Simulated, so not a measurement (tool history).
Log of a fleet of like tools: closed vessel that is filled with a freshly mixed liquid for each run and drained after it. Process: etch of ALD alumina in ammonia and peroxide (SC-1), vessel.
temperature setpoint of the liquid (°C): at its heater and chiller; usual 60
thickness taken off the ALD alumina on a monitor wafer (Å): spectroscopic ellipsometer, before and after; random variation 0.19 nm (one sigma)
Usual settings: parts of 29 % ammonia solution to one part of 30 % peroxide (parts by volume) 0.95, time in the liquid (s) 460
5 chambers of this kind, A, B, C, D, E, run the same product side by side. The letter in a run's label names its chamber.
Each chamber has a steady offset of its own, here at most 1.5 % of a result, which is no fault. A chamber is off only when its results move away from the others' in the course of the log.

run,day,temperature setpoint of the liquid (°C),parts of 29 % ammonia solution to one part of 30 % peroxide (parts by volume),time in the liquid (s),"read-back film thickness of the ALD alumina reference wafer, read on the same gauge (nm)",thickness taken off the ALD alumina on a monitor wafer (Å)
1B,0.183,60,0.95,460,100.02,304.39
2D,0.375,60,0.95,460,99.995,292.63
3E,0.488,60,0.95,460,100.01,298.28
4A,0.612,60,0.95,460,100,299.71
5C,0.704,60,0.95,460,100.01,297.08
6E,0.896,60,1.2,725,100,479.15
7D,1.033,60,1.2,725,100.04,475.12
8B,1.154,60,1.2,725,99.992,488.71
9C,1.246,60,1.2,725,99.977,477.69
10A,1.454,60,1.2,725,100.01,481.25
11A,1.646,60,0.95,460,100.02,301.52
12E,1.767,60,0.95,460,99.985,296.12
13B,1.883,60,0.95,460,100,301.31
14C,2.054,60,0.6,265,100.01,164.4
15D,2.162,60,0.6,265,99.996,161.69
16D,2.367,60,0.6,265,100.01,162.3
17C,2.508,60,0.6,265,99.994,163.83
18B,2.658,60,0.6,265,100,164.75
19A,2.829,60,0.95,460,99.986,297.94
20E,3.021,60,0.95,460,100.02,294.01
21C,3.188,60,0.95,460,99.964,295.88
22E,3.3,60,0.95,460,99.991,294.23
23D,3.483,60,0.95,460,99.995,296.54
24B,3.6,60,0.7,460,99.99,281.88
25A,3.775,60,0.7,460,100.01,290.62
26D,3.938,60,0.7,460,99.978,288.09
27A,4.108,60,0.7,460,99.994,291.63
28C,4.283,60,0.7,460,99.975,291.16
29E,4.454,55,1.15,460,99.968,232.41
30B,4.596,55,1.15,460,99.959,224.66
31B,4.7,55,1.15,460,99.959,223.11
32E,4.838,55,1.15,460,99.961,230.27
33A,4.962,55,1.15,460,100.02,236.89
34D,5.079,60,1.15,585,100.01,384.42
35C,5.279,60,1.15,585,99.996,383.17
36B,5.433,60,1.15,585,99.983,369.13
37D,5.612,60,1.15,585,99.995,382.71
38E,5.738,60,1.15,585,99.994,384.44

What goes on in this fleet: one chamber off, a drifting gauge, or nothing beyond the chambers' own small offsets? Name the chamber and the cause, if any.

Chamber B drifts away from the others.
Cause: liquid colder than its thermometer reads (K) = 1.33.

Here are 4 candidates for chamber B's next run, each the usual settings with a change, their results left as question marks. Which one brings its results back in line with what the others give on the usual settings?
In line means no further than this from the other chambers' mean on the usual settings: thickness taken off the ALD alumina on a monitor wafer (Å) 6.6
39B-1,5.883,60,0.95,415,,?
39B-2,5.883,62,0.95,460,,?
39B-3,5.883,60,0.95,435,,?
39B-4,5.883,60.5,0.95,475,,?

The other chambers' mean on the usual settings: thickness taken off the ALD alumina on a monitor wafer (Å) 296.64
run,thickness taken off the ALD alumina on a monitor wafer (Å)
39B-1,252.9
39B-2,310.54
39B-3,265.09
39B-4,297.05
39B-4 brings the chamber back in line.
